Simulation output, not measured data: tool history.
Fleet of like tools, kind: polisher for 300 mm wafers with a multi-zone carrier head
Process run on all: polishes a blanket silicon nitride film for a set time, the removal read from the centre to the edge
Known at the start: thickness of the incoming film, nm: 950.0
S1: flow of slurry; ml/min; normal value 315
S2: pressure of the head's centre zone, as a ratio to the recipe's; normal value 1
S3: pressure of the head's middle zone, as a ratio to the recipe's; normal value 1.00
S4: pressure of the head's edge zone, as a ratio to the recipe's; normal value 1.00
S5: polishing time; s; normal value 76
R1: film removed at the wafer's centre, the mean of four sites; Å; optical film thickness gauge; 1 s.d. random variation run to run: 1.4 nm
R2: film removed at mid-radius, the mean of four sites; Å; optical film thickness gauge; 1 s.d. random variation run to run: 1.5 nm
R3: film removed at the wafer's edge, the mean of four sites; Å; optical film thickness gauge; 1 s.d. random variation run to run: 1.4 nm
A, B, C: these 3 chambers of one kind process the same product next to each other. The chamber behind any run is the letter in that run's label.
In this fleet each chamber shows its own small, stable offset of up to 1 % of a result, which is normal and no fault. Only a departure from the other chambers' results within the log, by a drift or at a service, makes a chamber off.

run,hour,S1,S2,S3,S4,S5,R1,R2,R3
# hour 0.4: chamber A: worn pad replaced by a new one
# hour 2.6: chamber B: worn pad replaced by a new one
1A,4.9,315,1,1.00,1.00,76,998.45,963.53,984.80
2B,11.3,315,1,1.00,1.00,76,987.35,984.85,986.83
# hour 11.9: chamber A: slurry nozzle cleaned
# hour 15.8: chamber C: slurry nozzle cleaned
3C,16.3,315,1,1.00,1.00,76,1004.70,1000.20,1014.80
4B,22.4,315,1,1.00,1.00,76,1007.70,979.45,1002.20
5A,25.6,315,1,1.00,1.08,76,979.16,998.25,1036.20
6C,31.5,315,1,1.00,1.08,76,991.90,985.02,1040.80
7A,37.2,315,1,1.00,1.08,76,1012.00,984.46,1038.50
# hour 38.3: chamber A: centre zone pressure recalibrated
8C,43.3,315,1,1.00,1.00,76,955.07,953.78,981.68
9B,48.3,315,1,1.00,1.00,76,1001.00,997.65,991.59
10B,55.1,315,1,1.00,1.00,76,1005.80,954.34,980.71
11A,58.8,315,1,1.00,1.00,76,1012.90,1003.80,966.78
# hour 61.3: chamber A: worn pad replaced by a new one
12C,65.2,315,1,1.00,1.00,76,940.24,927.79,955.63
13C,72.0,315,1,1.00,1.00,76,922.25,911.23,927.89
14A,76.6,315,1,1.00,1.00,76,972.01,990.32,997.91
15B,80.6,315,1,1.00,1.00,76,976.14,984.81,984.16
16C,86.9,315,1,1.00,1.00,76,916.21,891.35,904.25
# hour 90.0: chamber B: worn pad replaced by a new one
17B,90.4,315,1,1.00,1.00,76,1003.20,987.58,987.76
18A,93.7,315,1,1.04,0.96,76,1006.70,1003.90,963.33
19B,97.5,315,1,1.04,0.96,76,1018.20,1018.70,966.91
20A,103.1,315,1,1.04,0.96,76,995.80,1008.70,956.72
21C,107.9,315,1,1.00,1.00,76,865.57,888.34,893.45
22B,114.1,315,1,1.00,1.00,76,981.19,992.85,976.40

Next, all 3 chambers run the settings below, one line each with question marks for the results. What does each chamber give?
23A,119.5,315,1,1.00,1.07,76,?,?,?
23B,119.5,315,1,1.00,1.07,76,?,?,?
23C,119.5,315,1,1.00,1.07,76,?,?,?

run,R1,R2,R3
23A,990.80,946.14,1021.50
23B,1003.00,1000.10,1005.50
23C,842.04,851.90,909.03

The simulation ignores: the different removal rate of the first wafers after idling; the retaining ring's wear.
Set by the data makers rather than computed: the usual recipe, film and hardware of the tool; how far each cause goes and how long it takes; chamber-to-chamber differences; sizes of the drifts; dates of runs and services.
